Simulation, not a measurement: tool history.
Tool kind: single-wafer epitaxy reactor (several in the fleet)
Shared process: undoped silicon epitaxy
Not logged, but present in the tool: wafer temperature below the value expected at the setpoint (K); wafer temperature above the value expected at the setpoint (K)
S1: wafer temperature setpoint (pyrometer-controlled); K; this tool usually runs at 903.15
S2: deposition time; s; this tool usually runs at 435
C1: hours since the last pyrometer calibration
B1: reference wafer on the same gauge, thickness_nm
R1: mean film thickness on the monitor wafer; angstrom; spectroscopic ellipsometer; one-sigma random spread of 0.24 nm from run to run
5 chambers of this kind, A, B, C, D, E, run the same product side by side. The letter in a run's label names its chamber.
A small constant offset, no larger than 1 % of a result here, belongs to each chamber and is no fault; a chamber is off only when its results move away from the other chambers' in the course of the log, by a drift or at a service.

run	hour	S1	S2	C1	B1	R1
1A	11.1	903.15	435	1017.8	41.977	467.34
2D	23.1	903.15	435	695.5	41.91	465.98
3E	30.8	903.15	435	1122.5	41.847	463.51
4C	45.2	903.15	435	878.6	41.923	462.62
5B	56.5	903.15	435	367.5	41.924	470.92
6A	70.8	903.15	435	1077.5	41.965	469.81
7E	84.3	903.15	435	1176	41.865	464.88
8B	99.2	903.15	406	410.2	41.893	437.96
9D	112.7	903.15	406	785.1	41.888	434.82
10C	122.8	903.15	406	956.2	41.942	430.62
11B	136	903.15	406	447	41.889	439.02
12E	145.8	903.15	406	1237.5	41.896	432.34
13A	160	903.15	435	1166.7	41.932	468.87
14C	172.5	903.15	435	1005.9	41.928	463.5
15D	186.9	903.15	435	859.3	41.943	467.7
16D	199.1	903.15	435	871.5	41.915	469.21
17A	210.8	903.15	435	1217.5	41.868	469.24
18E	220.9	903.15	435	1312.6	41.899	461.31
19B	235	903.15	435	546	41.927	482.26
20C	245.5	903.15	435	1078.9	41.909	466.11
21A	257.7	903.15	435	1264.4	41.859	464.68
22D	270.4	903.15	435	942.8	41.905	470.72
23B	279.4	903.15	435	590.4	41.897	483.69
24E	287.4	903.15	435	1379.1	41.904	465.54
25C	302.6	917.15	406	1136	41.885	593.05
26B	310.7	917.15	406	621.7	41.944	620.28
27E	318.5	917.15	406	1410.2	41.883	595.42
28A	334.3	917.15	406	1341	41.861	595.34
29D	344.9	917.15	406	1017.3	41.945	599.41
30C	353.8	903.15	435	1187.2	41.856	463.92

One chamber off, gauge drift, or nothing amiss beyond the chambers' own small offsets? If it is a chamber, which one, and what is the likeliest cause?

Chamber B drifts away from the others.
Cause: wafer temperature above the value expected at the setpoint (K) = 2.24.

Which of the 4 candidates below, each the usual settings with something changed and its results left as question marks, puts chamber B back in line with what the other chambers give on the usual settings?
In line means no further than this from the other chambers' mean on the usual settings: R1 8.5 angstrom
31B-1	365.5	900.15	425			?
31B-2	365.5	905.15	441			?
31B-3	365.5	901.15	429			?
31B-4	365.5	903.15	472			?

Other chambers, usual settings, mean: R1 466.1 angstrom
run	R1
31B-1	446.83
31B-2	518.88
31B-3	461.35
31B-4	530.99
The answer is 31B-3, which returns the chamber to within the allowed miss of the others.
